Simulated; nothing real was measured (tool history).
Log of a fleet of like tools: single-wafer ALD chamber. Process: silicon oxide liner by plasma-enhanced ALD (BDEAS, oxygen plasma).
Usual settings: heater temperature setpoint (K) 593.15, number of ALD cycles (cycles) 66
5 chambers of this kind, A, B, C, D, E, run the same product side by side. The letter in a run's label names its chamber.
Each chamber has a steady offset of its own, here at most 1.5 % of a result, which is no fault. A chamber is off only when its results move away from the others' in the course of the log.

run	hour	heater temperature setpoint (K)	number of ALD cycles (cycles)	hours since the last thermocouple change	read-back reference wafer on the same gauge, thickness_nm	mean film thickness on the monitor wafer (nm)
1A	11.3	593.15	66	51.9	5.2889	5.9753
2B	22.3	593.15	66	1128.6	5.2892	5.9219
3D	32.9	593.15	66	567.4	5.2885	5.9881
4C	45.4	593.15	66	2911.2	5.2871	5.9622
5E	55.1	579.15	56	647.1	5.2864	5.1537
6B	69.9	579.15	56	1176.2	5.2881	5.1062
7E	80.8	579.15	56	672.8	5.2846	5.1639
8D	93.1	579.15	56	627.6	5.2845	5.1748
9A	102	579.15	56	142.6	5.2851	5.1708
10C	117.3	593.15	66	2983.1	5.2831	5.9455
# hour 123.2: chamber C: thermocouple changed; heater temperature recalibrated
11D	131.6	593.15	66	666.1	5.2843	5.9869
12C	146.8	593.15	66	23.6	5.282	5.9531
13E	159.5	593.15	66	751.5	5.2806	5.9452
14B	170.6	593.15	66	1276.9	5.2801	5.9016
15A	181.9	593.15	66	222.5	5.2788	5.9756
16B	193.5	593.15	66	1299.8	5.2801	5.8891
17E	204.1	593.15	66	796.1	5.2797	5.96
18C	216	593.15	66	92.8	5.2785	5.9357
19A	223.1	607.15	55	263.7	5.2787	4.8753
20D	233.8	607.15	55	768.3	5.276	4.868
21B	243.1	607.15	55	1349.4	5.2777	4.8096
22A	256.4	607.15	55	297	5.2769	4.8704
23E	267.7	607.15	55	859.7	5.2751	4.8651
24C	278.5	593.15	66	155.3	5.2767	5.9388
25D	286.7	593.15	66	821.2	5.274	5.9775
26E	296.7	593.15	66	888.7	5.2742	5.9471
27A	309.1	587.15	71	349.7	5.273	6.4717
28C	320.5	587.15	71	197.3	5.2723	6.4517
29D	335.2	587.15	71	869.7	5.2703	6.4697
30B	345.7	587.15	71	1452	5.2716	6.379
31D	352.8	587.15	71	887.3	5.2714	6.4678
32A	361.9	593.15	66	402.5	5.2716	5.9743
33B	373	593.15	66	1479.3	5.27	5.8897
34C	380.7	593.15	66	257.5	5.2686	5.9368
35E	393.5	593.15	66	985.5	5.2687	5.9392
36B	404	593.15	66	1510.3	5.2676	5.8772
37C	416.6	593.15	66	293.4	5.2685	5.9291
38E	432.1	593.15	66	1024.1	5.2673	5.9368
39A	447.6	593.15	66	488.2	5.2667	5.9592
40D	462	593.15	66	996.5	5.2647	5.9656

Is one chamber off against the others, does the gauge drift, or is nothing wrong? If a chamber is off, say which, and what the likeliest cause is.

The gauge drifts, so all chambers seem to drift together. No chamber is off.
Cause: gauge reads low (%) = 0.489.
